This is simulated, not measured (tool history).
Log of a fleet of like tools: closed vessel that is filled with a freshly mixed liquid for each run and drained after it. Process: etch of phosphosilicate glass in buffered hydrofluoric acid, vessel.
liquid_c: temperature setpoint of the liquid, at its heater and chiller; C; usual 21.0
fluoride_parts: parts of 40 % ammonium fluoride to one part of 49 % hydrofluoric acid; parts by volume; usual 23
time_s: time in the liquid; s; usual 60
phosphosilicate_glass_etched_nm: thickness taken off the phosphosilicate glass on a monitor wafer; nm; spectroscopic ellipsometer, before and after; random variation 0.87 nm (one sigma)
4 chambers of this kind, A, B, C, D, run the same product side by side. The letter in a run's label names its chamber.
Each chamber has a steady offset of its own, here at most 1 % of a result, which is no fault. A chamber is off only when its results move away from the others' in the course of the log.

run	day	liquid_c	fluoride_parts	time_s	hours since the thermometer was replaced	hours since the hydrofluoric acid flow meter was replaced	read-back film thickness of the phosphosilicate glass reference wafer, read on the same gauge (nm)	phosphosilicate_glass_etched_nm
1C	0.200	21.0	23	60	250.5	1519.1	89.999	123.250
2B	0.454	21.0	23	60	743.9	294.5	89.984	120.630
3A	0.671	21.0	23	60	1110.2	755.5	90.006	122.670
4D	0.829	21.0	23	60	625.7	869.4	89.977	122.500
5C	1.088	21.0	23	60	271.8	1540.4	90.000	123.450
6D	1.279	21.0	23	60	636.5	880.2	90.026	122.120
7A	1.496	21.0	23	60	1130.0	775.3	89.996	122.320
8B	1.792	21.0	23	60	776.0	326.6	89.996	122.940
9A	2.050	18.0	23	35	1143.3	788.6	89.994	60.432
10B	2.225	18.0	23	35	786.4	337.0	90.004	60.116
11C	2.508	18.0	23	35	305.9	1574.5	89.999	59.914
12D	2.804	18.0	23	35	673.1	916.8	89.991	60.738
13A	2.967	21.0	23	60	1165.3	810.6	90.019	124.060
14C	3.146	25.5	23	60	321.2	1589.8	89.991	159.700
15D	3.433	25.5	23	60	688.2	931.9	90.009	156.190
16B	3.588	25.5	23	60	819.1	369.7	90.003	160.920
17D	3.850	25.5	23	60	698.2	941.9	90.012	156.120
18A	3.996	21.0	23	60	1190.0	835.3	89.996	123.300
19C	4.288	21.0	23	60	348.6	1617.2	89.990	124.680
20B	4.471	21.0	23	60	840.3	390.9	90.012	126.130
21D	4.704	21.0	23	60	718.7	962.4	90.010	121.490
22A	4.896	21.0	23	60	1211.6	856.9	90.005	123.290
23C	5.146	21.0	30	30	369.2	1637.8	89.989	50.797
24B	5.429	21.0	30	30	863.3	413.9	89.999	53.728
25D	5.621	21.0	30	30	740.7	984.4	90.008	50.221

What goes on in this fleet: one chamber off, a drifting gauge, or nothing beyond the chambers' own small offsets? Name the chamber and the cause, if any.

Chamber B drifts away from the others.
Cause: liquid hotter than its thermometer reads (K) = 1.11.
The log may not tell that from: hydrofluoric acid flow above the setpoint (%).

Here are 4 candidates for chamber B's next run, each the usual settings with a change, their results left as question marks. Which one brings its results back in line with what the others give on the usual settings?
In line means no further than this from the other chambers' mean on the usual settings: phosphosilicate_glass_etched_nm 3.000 nm
26B-1	5.838	21.0	21.0	60				?
26B-2	5.838	21.0	22.5	60				?
26B-3	5.838	21.0	23.5	60				?
26B-4	5.838	20.0	23.0	60				?

The other chambers' mean on the usual settings: phosphosilicate_glass_etched_nm 122.690 nm
run	phosphosilicate_glass_etched_nm
26B-1	137.970
26B-2	131.570
26B-3	127.680
26B-4	122.510
26B-4 brings the chamber back in line.

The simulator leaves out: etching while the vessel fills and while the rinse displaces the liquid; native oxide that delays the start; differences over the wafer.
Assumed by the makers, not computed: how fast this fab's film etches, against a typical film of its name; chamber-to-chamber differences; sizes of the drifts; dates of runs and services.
